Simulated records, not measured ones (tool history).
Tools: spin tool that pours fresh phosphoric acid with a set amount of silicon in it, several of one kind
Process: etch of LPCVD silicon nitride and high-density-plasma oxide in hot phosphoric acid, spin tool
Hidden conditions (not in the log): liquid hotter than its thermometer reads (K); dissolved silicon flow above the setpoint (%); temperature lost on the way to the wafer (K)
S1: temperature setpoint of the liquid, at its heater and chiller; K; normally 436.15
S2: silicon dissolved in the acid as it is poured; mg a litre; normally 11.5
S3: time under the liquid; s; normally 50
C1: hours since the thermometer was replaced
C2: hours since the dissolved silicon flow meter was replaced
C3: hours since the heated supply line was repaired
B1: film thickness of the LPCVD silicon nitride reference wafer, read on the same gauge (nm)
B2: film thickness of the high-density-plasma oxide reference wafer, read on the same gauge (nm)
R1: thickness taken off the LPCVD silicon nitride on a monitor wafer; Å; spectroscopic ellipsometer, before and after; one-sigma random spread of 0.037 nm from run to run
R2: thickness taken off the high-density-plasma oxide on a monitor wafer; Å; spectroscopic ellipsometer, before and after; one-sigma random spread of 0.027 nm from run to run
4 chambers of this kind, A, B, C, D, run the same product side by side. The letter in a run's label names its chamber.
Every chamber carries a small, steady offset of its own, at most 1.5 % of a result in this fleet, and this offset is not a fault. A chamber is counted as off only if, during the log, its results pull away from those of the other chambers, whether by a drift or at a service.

run	hour	S1	S2	S3	C1	C2	C3	B1	B2	R1	R2
# hour 7.1: chamber B: heated supply line repaired
1A	15.0	436.15	11.5	50	560.0	56.0	69.2	29.971	110.01	51.392	1.9053
2C	22.6	436.15	11.5	50	811.3	1832.1	2680.3	30.008	110.01	50.661	2.6212
3D	33.8	436.15	11.5	50	1502.3	1471.0	1226.4	30.012	110.01	51.542	2.2895
4B	41.3	436.15	11.5	50	681.8	588.7	34.3	29.997	110.01	50.947	2.1987
5C	49.9	436.15	7.0	25	838.6	1859.4	2707.6	30.001	109.99	25.766	1.1987
6D	60.3	436.15	7.0	25	1528.8	1497.5	1252.9	29.987	109.99	25.162	1.2119
7B	70.6	436.15	7.0	25	711.1	618.0	63.6	29.984	110.00	25.157	1.0606
8A	81.6	436.15	7.0	25	626.6	122.6	135.8	29.999	109.99	25.372	1.2097
# hour 86.4: chamber D: dissolved silicon flow meter replaced
9B	90.6	436.15	6.0	50	731.1	638.0	83.6	30.004	109.99	50.953	2.3547
10C	103.4	436.15	6.0	50	892.1	1912.9	2761.1	30.016	109.99	51.614	3.0372
11D	116.6	436.15	6.0	50	1585.1	30.2	1309.2	29.993	110.02	51.370	2.4337
12A	128.1	436.15	6.0	50	673.1	169.1	182.3	30.020	110.00	51.432	2.2495
# hour 131.9: chamber C: dissolved silicon flow meter replaced
13B	138.1	436.15	11.5	50	778.6	685.5	131.1	29.972	110.01	50.416	2.0583
14D	147.7	436.15	11.5	50	1616.2	61.3	1340.3	29.998	109.99	50.785	1.6817
15C	158.1	436.15	11.5	50	946.8	26.2	2815.8	30.013	110.00	51.406	2.1513
16A	165.1	436.15	11.5	50	710.1	206.1	219.3	29.999	110.02	51.199	2.0450
17A	176.1	436.15	11.5	50	721.1	217.1	230.3	30.028	110.00	51.432	2.3713
# hour 176.6: chamber C: heated supply line repaired
18D	185.4	436.15	11.5	50	1653.9	99.0	1378.0	29.986	109.99	51.537	2.2887
19B	195.0	435.15	11.5	60	835.5	742.4	188.0	30.016	109.99	58.926	2.8411
20C	206.4	435.15	11.5	60	995.1	74.5	29.8	29.987	110.02	59.048	2.3416
21B	215.4	435.15	11.5	60	855.9	762.8	208.4	29.984	110.00	59.491	2.6460
22A	228.5	435.15	11.5	60	773.5	269.5	282.7	29.995	110.01	59.021	2.4009
23C	238.4	436.15	11.5	50	1027.1	106.5	61.8	29.978	110.03	51.765	2.0374
24D	253.6	437.65	7.5	50	1722.1	167.2	1446.2	30.005	110.02	53.810	2.1977
25A	265.3	437.65	7.5	50	810.3	306.3	319.5	30.014	109.97	53.794	2.4605
26C	276.4	437.65	7.5	50	1065.1	144.5	99.8	30.000	109.99	53.721	3.1096
27D	287.9	437.65	7.5	50	1756.4	201.5	1480.5	29.997	110.01	53.610	2.6437
28B	295.2	436.15	11.5	50	935.7	842.6	288.2	30.021	110.01	50.990	1.9342

For the next run the whole fleet of 4 chambers uses the same settings. Give each chamber's results:
29A	306.2	436.15	19.0	50						?	?
29B	306.2	436.15	19.0	50						?	?
29C	306.2	436.15	19.0	50						?	?
29D	306.2	436.15	19.0	50						?	?

run	R1	R2
29A	50.785	1.9603
29B	50.986	1.9717
29C	50.887	2.1323
29D	51.286	2.0515
